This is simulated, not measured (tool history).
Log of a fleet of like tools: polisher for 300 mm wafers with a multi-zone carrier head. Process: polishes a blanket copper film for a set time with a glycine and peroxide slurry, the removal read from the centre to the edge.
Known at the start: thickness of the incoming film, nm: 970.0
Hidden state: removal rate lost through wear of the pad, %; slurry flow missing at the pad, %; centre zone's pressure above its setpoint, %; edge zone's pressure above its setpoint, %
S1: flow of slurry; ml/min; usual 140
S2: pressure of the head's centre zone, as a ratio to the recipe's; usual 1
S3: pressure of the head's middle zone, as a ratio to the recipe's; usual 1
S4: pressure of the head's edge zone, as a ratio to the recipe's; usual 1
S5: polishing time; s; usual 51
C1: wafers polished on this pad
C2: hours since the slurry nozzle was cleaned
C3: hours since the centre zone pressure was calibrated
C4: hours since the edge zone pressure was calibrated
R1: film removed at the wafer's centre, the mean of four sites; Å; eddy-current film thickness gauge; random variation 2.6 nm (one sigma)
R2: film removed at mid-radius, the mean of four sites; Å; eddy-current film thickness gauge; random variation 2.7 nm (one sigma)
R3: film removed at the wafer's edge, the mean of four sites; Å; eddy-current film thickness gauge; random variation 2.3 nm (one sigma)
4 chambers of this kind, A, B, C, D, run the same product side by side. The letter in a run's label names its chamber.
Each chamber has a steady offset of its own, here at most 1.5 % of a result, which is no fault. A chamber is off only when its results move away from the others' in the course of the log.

| run | day | S1 | S2 | S3 | S4 | S5 | C1 | C2 | C3 | C4 | R1 | R2 | R3 |
|---|---|---|---|---|---|---|---|---|---|---|---|---|---|
| 1C | 0.417 | 140 | 1 | 1 | 1 | 51 | 860 | 236.2 | 85.6 | 108.3 | 2948.1 | 2892.1 | 2933.2 |
| 2D | 0.688 | 140 | 1 | 1 | 1 | 51 | 784 | 282.2 | 96.4 | 409.8 | 2928.2 | 2908.5 | 2929.4 |
| 3A | 0.962 | 140 | 1 | 1 | 1 | 51 | 1270 | 216.7 | 718.8 | 387.1 | 2934.4 | 2942.8 | 2921.3 |
|  | 1.075 | chamber A: worn pad replaced by a new one |
|  | 1.108 | chamber B: worn pad replaced by a new one |
|  | 1.229 | chamber D: worn pad replaced by a new one |
| 4B | 1.279 | 140 | 1 | 1 | 1 | 51 | 58 | 689.8 | 147.2 | 257.8 | 2982.1 | 2958.5 | 2975.7 |
|  | 1.512 | chamber C: worn pad replaced by a new one |
| 5B | 1.717 | 140 | 1 | 1 | 1 | 51 | 208 | 700.3 | 157.7 | 268.3 | 2918.2 | 2994.8 | 2979.2 |
| 6C | 2.029 | 140 | 1 | 1 | 1 | 51 | 177 | 274.9 | 124.3 | 147 | 3011.8 | 2915.2 | 2939 |
|  | 2.133 | chamber A: slurry nozzle cleaned |
| 7D | 2.338 | 140 | 1 | 1 | 1 | 51 | 380 | 321.8 | 136 | 449.4 | 2896.3 | 2977.5 | 2928.6 |
| 8A | 2.812 | 140 | 1 | 1 | 1 | 51 | 596 | 16.4 | 763.2 | 431.5 | 2960.9 | 2971.8 | 2978.2 |
|  | 2.829 | chamber B: slurry nozzle cleaned |
|  | 3.312 | chamber D: edge zone pressure recalibrated |
| 9C | 3.358 | 140 | 1 | 1 | 1 | 51 | 632 | 306.8 | 156.2 | 178.9 | 2975.9 | 2861.8 | 2953.7 |
| 10B | 3.812 | 140 | 1 | 1 | 1 | 51 | 927 | 23.6 | 208 | 318.6 | 2955.1 | 2918.6 | 2958.2 |
| 11A | 4.158 | 140 | 1 | 1 | 1 | 51 | 1057 | 48.7 | 795.5 | 463.8 | 2968.3 | 2954.9 | 2973.6 |
|  | 4.262 | chamber B: worn pad replaced by a new one |
|  | 4.442 | chamber D: worn pad replaced by a new one |
|  | 4.588 | chamber B: edge zone pressure recalibrated |
| 12D | 4.621 | 105 | 1 | 1 | 1 | 51 | 62 | 376.6 | 190.8 | 31.4 | 2661.7 | 2786 | 2775.1 |
|  | 4.892 | chamber C: worn pad replaced by a new one |
| 13C | 4.908 | 105 | 1 | 1 | 1 | 51 | 5 | 344 | 193.4 | 216.1 | 2738.6 | 2728.5 | 2793.5 |
|  | 5.025 | chamber A: worn pad replaced by a new one |
|  | 5.088 | chamber C: slurry nozzle cleaned |
| 14B | 5.362 | 105 | 1 | 1 | 1 | 51 | 377 | 60.8 | 245.2 | 18.6 | 2746 | 2719.5 | 2809.1 |
| 15A | 5.792 | 105 | 1 | 1 | 1 | 51 | 263 | 87.9 | 834.7 | 503 | 2688.8 | 2680.3 | 2834.1 |
| 16D | 6.146 | 140 | 1 | 1 | 1 | 51 | 584 | 413.2 | 227.4 | 68 | 2929.1 | 2924.2 | 2912.9 |
| 17C | 6.6 | 140 | 1.1 | 1 | 0.91 | 51 | 585 | 36.3 | 234 | 256.7 | 3270.1 | 2954.9 | 2820 |
|  | 6.962 | chamber B: worn pad replaced by a new one |
| 18A | 7.121 | 140 | 1.1 | 1 | 0.91 | 51 | 719 | 119.8 | 866.6 | 534.9 | 3295.2 | 2863.5 | 2813.2 |
| 19B | 7.542 | 140 | 1.1 | 1 | 0.91 | 51 | 199 | 113.1 | 297.5 | 70.9 | 3298.3 | 2926 | 2811.6 |
|  | 7.771 | chamber D: worn pad replaced by a new one |
|  | 7.788 | chamber C: worn pad replaced by a new one |
| 20D | 8.108 | 140 | 1.1 | 1 | 0.91 | 51 | 116 | 460.3 | 274.5 | 115.1 | 3234.2 | 2920.3 | 2734.9 |
|  | 8.233 | chamber B: centre zone pressure recalibrated |
| 21C | 8.538 | 140 | 1 | 1 | 1 | 51 | 257 | 82.8 | 280.5 | 303.2 | 2953.6 | 2877.6 | 2981.8 |
| 22A | 8.854 | 140 | 1 | 1 | 1 | 51 | 1313 | 161.4 | 908.2 | 576.5 | 2917.5 | 2972.3 | 2894.5 |
|  | 9.033 | chamber A: worn pad replaced by a new one |
| 23D | 9.404 | 140 | 1 | 1 | 1 | 51 | 560 | 491.4 | 305.6 | 146.2 | 2923.2 | 2915.7 | 2943.6 |
| 24B | 9.842 | 140 | 1 | 1 | 1 | 51 | 987 | 168.3 | 38.7 | 126.1 | 3352.7 | 2960.4 | 2986.2 |
|  | 9.854 | chamber B: worn pad replaced by a new one |
| 25B | 10.354 | 140 | 1 | 1 | 1 | 51 | 172 | 180.6 | 51 | 138.4 | 3364.4 | 2946.5 | 2924.3 |
| 26C | 10.808 | 140 | 1 | 1 | 1 | 51 | 1036 | 137.3 | 335 | 357.7 | 2963.5 | 2895.8 | 2977.9 |
|  | 10.962 | chamber D: worn pad replaced by a new one |
| 27D | 11.133 | 140 | 1 | 1 | 1 | 51 | 58 | 532.9 | 347.1 | 187.7 | 2933.1 | 2917.8 | 2936.4 |
|  | 11.2 | chamber C: worn pad replaced by a new one |
| 28A | 11.642 | 140 | 1 | 0.95 | 1.07 | 51 | 895 | 228.3 | 975.1 | 643.4 | 2932.4 | 2778.3 | 3073.6 |
|  | 11.812 | chamber A: slurry nozzle cleaned |
| 29B | 11.9 | 140 | 1 | 0.95 | 1.07 | 51 | 702 | 217.7 | 88.1 | 175.5 | 3295.7 | 2784.2 | 3081.5 |
| 30A | 12.388 | 140 | 1 | 0.95 | 1.07 | 51 | 1150 | 13.8 | 993 | 661.3 | 2934 | 2802.2 | 3088.9 |
|  | 12.867 | chamber D: slurry nozzle cleaned |
| 31D | 12.925 | 140 | 1 | 0.95 | 1.07 | 51 | 672 | 1.5 | 390.1 | 230.7 | 2930.1 | 2797.5 | 3002.1 |
| 32C | 13.2 | 140 | 1 | 1 | 1 | 41 | 685 | 194.7 | 392.4 | 415.1 | 2408.4 | 2353.8 | 2350 |
|  | 13.275 | chamber B: worn pad replaced by a new one |
|  | 13.621 | chamber A: worn pad replaced by a new one |
|  | 13.679 | chamber D: worn pad replaced by a new one |
| 33B | 13.7 | 140 | 1 | 1 | 1 | 41 | 146 | 260.9 | 131.3 | 218.7 | 2682 | 2333.1 | 2409 |
|  | 13.742 | chamber A: edge zone pressure recalibrated |
| 34D | 14.167 | 140 | 1 | 1 | 1 | 41 | 167 | 31.3 | 419.9 | 260.5 | 2388.4 | 2333.6 | 2349.8 |
| 35A | 14.75 | 140 | 1 | 1 | 1 | 41 | 388 | 70.5 | 1049.7 | 24.3 | 2359.3 | 2359.6 | 2409.3 |
|  | 14.788 | chamber C: worn pad replaced by a new one |
| 36C | 15.167 | 140 | 1 | 1 | 1 | 51 | 130 | 241.9 | 439.6 | 462.3 | 2918.8 | 2921.7 | 2951.8 |

What goes on in this fleet: one chamber off, a drifting gauge, or nothing beyond the chambers' own small offsets? Name the chamber and the cause, if any.

A service left chamber B off against the others.
Cause: centre zone's pressure above its setpoint, % = 10.8.

Here are 4 candidates for chamber B's next run, each the usual settings with a change, their results left as question marks. Which one brings its results back in line with what the others give on the usual settings?
In line means no further than this from the other chambers' mean on the usual settings: R1 90 Å; R2 95 Å; R3 80 Å
| 37B-1 | 15.596 | 135 | 0.92 | 1.02 | 1.03 | 50 |  |  |  |  | ? | ? | ? |
| 37B-2 | 15.596 | 140 | 0.97 | 1.01 | 1.01 | 51 |  |  |  |  | ? | ? | ? |
| 37B-3 | 15.596 | 140 | 1.03 | 0.99 | 0.99 | 51 |  |  |  |  | ? | ? | ? |
| 37B-4 | 15.596 | 145 | 1.08 | 0.98 | 0.97 | 52 |  |  |  |  | ? | ? | ? |

The other chambers' mean on the usual settings: R1 2948.2 Å; R2 2924 Å; R3 2937.2 Å
| run | R1 | R2 | R3 |
|---|---|---|---|
| 37B-1 | 2967.5 | 2900.5 | 2940 |
| 37B-2 | 3234.2 | 2953.2 | 2984.3 |
| 37B-3 | 3451.5 | 2898.6 | 2953.9 |
| 37B-4 | 3733.6 | 2947.9 | 2995.5 |
37B-1 brings the chamber back in line.
